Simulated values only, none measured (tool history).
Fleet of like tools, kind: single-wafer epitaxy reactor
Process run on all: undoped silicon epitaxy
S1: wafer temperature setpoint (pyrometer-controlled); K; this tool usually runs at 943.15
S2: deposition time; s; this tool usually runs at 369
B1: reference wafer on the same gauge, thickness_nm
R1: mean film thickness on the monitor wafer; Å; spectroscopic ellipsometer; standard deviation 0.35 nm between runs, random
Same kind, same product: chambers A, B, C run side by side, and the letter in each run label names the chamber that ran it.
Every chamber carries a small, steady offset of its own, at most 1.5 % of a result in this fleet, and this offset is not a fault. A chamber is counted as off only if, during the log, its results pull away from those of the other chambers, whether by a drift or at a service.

run 1B day=0.371 | S1=943.15 S2=369 | B1=83.968 | R1=943.82
run 2C day=0.671 | S1=943.15 S2=369 | B1=83.982 | R1=941.85
run 3A day=1.025 | S1=943.15 S2=369 | B1=83.987 | R1=955.90
run 4C day=1.392 | S1=943.15 S2=369 | B1=83.985 | R1=945.35
run 5A day=1.625 | S1=943.15 S2=369 | B1=83.962 | R1=957.34
run 6B day=1.858 | S1=943.15 S2=369 | B1=84.069 | R1=949.11
run 7B day=2.258 | S1=943.15 S2=369 | B1=83.984 | R1=948.88
run 8A day=2.688 | S1=943.15 S2=369 | B1=84.066 | R1=956.27
run 9C day=2.958 | S1=943.15 S2=369 | B1=84.015 | R1=957.81
run 10B day=3.354 | S1=943.15 S2=369 | B1=83.914 | R1=957.93
run 11C day=3.667 | S1=943.15 S2=369 | B1=84.046 | R1=948.81
run 12A day=4.083 | S1=943.15 S2=369 | B1=84.013 | R1=956.58
run 13C day=4.388 | S1=943.15 S2=369 | B1=84.023 | R1=954.03
-- day=4.571 chamber B: pyrometer calibrated
run 14A day=4.775 | S1=943.15 S2=369 | B1=84.031 | R1=957.29
run 15B day=5.000 | S1=943.15 S2=369 | B1=84.000 | R1=913.49
run 16B day=5.283 | S1=943.15 S2=369 | B1=84.005 | R1=911.26
run 17C day=5.488 | S1=954.15 S2=318 | B1=83.963 | R1=1023.70
run 18A day=5.821 | S1=954.15 S2=318 | B1=83.940 | R1=1027.60
run 19C day=6.029 | S1=954.15 S2=318 | B1=83.901 | R1=1027.70
run 20A day=6.271 | S1=943.15 S2=369 | B1=83.962 | R1=962.13
run 21B day=6.633 | S1=943.15 S2=369 | B1=84.100 | R1=910.89
run 22A day=6.842 | S1=943.15 S2=369 | B1=83.998 | R1=956.08
run 23C day=7.250 | S1=957.15 S2=338 | B1=84.038 | R1=1153.90
run 24B day=7.517 | S1=957.15 S2=338 | B1=84.012 | R1=1123.20
run 25B day=7.825 | S1=957.15 S2=338 | B1=84.051 | R1=1120.80

Read the log: is a single chamber off, either drifting away or since a service, is the gauge that measures every chamber drifting, or is nothing wrong beyond small per-chamber offsets? Name any odd chamber and what most likely caused it.

Chamber B came out of a service off from its peers and stayed that way.
Likeliest cause: wafer temperature below the value expected at the setpoint (K) = 1.83.

Chamber B could run next with any of the 4 candidate recipes listed below; each alters the usual settings, and their results appear as question marks. Which one brings its results back in line with what the other chambers deliver on the usual settings?
Allowed miss from the other chambers' usual-settings mean, per result, to count as in line: R1 12.00 Å
run 26B-1 day=8.138 | S1=943.15 S2=375 | R1=?
run 26B-2 day=8.138 | S1=941.15 S2=369 | R1=?
run 26B-3 day=8.138 | S1=945.15 S2=369 | R1=?
run 26B-4 day=8.138 | S1=943.15 S2=363 | R1=?

The other chambers' mean on the usual settings: R1 953.72 Å
run=26B-1 R1=930.50
run=26B-2 R1=877.56
run=26B-3 R1=955.15
run=26B-4 R1=900.72
Change 26B-3 lands the chamber within the allowed miss of the other chambers.

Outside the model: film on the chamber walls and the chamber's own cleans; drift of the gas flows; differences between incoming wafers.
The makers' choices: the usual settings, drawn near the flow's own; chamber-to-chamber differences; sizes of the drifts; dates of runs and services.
